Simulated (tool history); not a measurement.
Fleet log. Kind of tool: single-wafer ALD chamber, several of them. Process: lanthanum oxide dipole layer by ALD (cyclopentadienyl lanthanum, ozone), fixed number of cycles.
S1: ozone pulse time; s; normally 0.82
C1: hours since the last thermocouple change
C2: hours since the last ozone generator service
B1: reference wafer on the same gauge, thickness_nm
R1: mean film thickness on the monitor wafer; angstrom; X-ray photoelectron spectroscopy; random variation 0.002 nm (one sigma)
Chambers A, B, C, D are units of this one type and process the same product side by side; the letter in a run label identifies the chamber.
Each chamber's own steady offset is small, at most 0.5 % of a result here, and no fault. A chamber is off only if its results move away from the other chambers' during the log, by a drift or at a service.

run 1A day=0.279 | S1=0.82 | C1=1224.2 C2=179.4 | B1=0.50972 | R1=4.6875
run 2C day=0.704 | S1=0.82 | C1=1104.8 C2=317.3 | B1=0.51039 | R1=4.6732
run 3D day=1.008 | S1=0.82 | C1=1253 C2=723 | B1=0.51035 | R1=4.6089
run 4B day=1.412 | S1=0.82 | C1=96.7 C2=134.2 | B1=0.50945 | R1=4.6778
run 5C day=1.912 | S1=0.82 | C1=1133.8 C2=346.3 | B1=0.51067 | R1=4.6735
run 6B day=2.158 | S1=0.82 | C1=114.6 C2=152.1 | B1=0.50989 | R1=4.664
run 7D day=2.467 | S1=0.82 | C1=1288 C2=758 | B1=0.51014 | R1=4.6507
run 8A day=2.775 | S1=0.82 | C1=1284.1 C2=239.3 | B1=0.51031 | R1=4.6686
run 9B day=3.05 | S1=0.82 | C1=136 C2=173.5 | B1=0.51003 | R1=4.6947
run 10C day=3.358 | S1=0.82 | C1=1168.5 C2=381 | B1=0.50968 | R1=4.6559
run 11D day=3.779 | S1=0.72 | C1=1319.5 C2=789.5 | B1=0.50991 | R1=4.382
run 12A day=4.075 | S1=0.72 | C1=1315.3 C2=270.5 | B1=0.51026 | R1=4.4222
run 13C day=4.296 | S1=0.72 | C1=1191 C2=403.5 | B1=0.50909 | R1=4.344
run 14A day=4.662 | S1=0.72 | C1=1329.4 C2=284.6 | B1=0.50957 | R1=4.4055
run 15D day=5.112 | S1=1.09 | C1=1351.5 C2=821.5 | B1=0.51007 | R1=5.1003
run 16B day=5.542 | S1=1.09 | C1=195.8 C2=233.3 | B1=0.51045 | R1=5.1417
run 17A day=5.808 | S1=1.09 | C1=1356.9 C2=312.1 | B1=0.50983 | R1=5.1047
run 18D day=6.25 | S1=1.09 | C1=1378.8 C2=848.8 | B1=0.5095 | R1=5.0973
run 19B day=6.529 | S1=0.82 | C1=219.5 C2=257 | B1=0.5105 | R1=4.6653
run 20C day=6.938 | S1=0.82 | C1=1254.4 C2=466.9 | B1=0.51024 | R1=4.5546
run 21A day=7.304 | S1=1.1 | C1=1392.8 C2=348 | B1=0.51033 | R1=5.1719
run 22D day=7.762 | S1=1.1 | C1=1415.1 C2=885.1 | B1=0.5099 | R1=5.0989
run 23C day=8.158 | S1=1.1 | C1=1283.7 C2=496.2 | B1=0.51014 | R1=5.0741
run 24B day=8.646 | S1=1.1 | C1=270.3 C2=307.8 | B1=0.50962 | R1=5.1508
run 25B day=9.042 | S1=0.82 | C1=279.8 C2=317.3 | B1=0.50986 | R1=4.7042
run 26A day=9.504 | S1=0.82 | C1=1445.6 C2=400.8 | B1=0.51016 | R1=4.6469
run 27D day=9.9 | S1=0.82 | C1=1466.4 C2=936.4 | B1=0.5101 | R1=4.6198
run 28C day=10.225 | S1=0.6 | C1=1333.3 C2=545.8 | B1=0.50982 | R1=3.8711
run 29A day=10.675 | S1=0.6 | C1=1473.7 C2=428.9 | B1=0.51049 | R1=3.9917
run 30B day=11.162 | S1=0.6 | C1=330.7 C2=368.2 | B1=0.50942 | R1=4.0559

Next, every chamber runs the same settings. What will each give?
run 31A day=11.529 | S1=0.53 | R1=?
run 31B day=11.529 | S1=0.53 | R1=?
run 31C day=11.529 | S1=0.53 | R1=?
run 31D day=11.529 | S1=0.53 | R1=?

run=31A R1=3.7389
run=31B R1=3.7785
run=31C R1=3.576
run=31D R1=3.7458

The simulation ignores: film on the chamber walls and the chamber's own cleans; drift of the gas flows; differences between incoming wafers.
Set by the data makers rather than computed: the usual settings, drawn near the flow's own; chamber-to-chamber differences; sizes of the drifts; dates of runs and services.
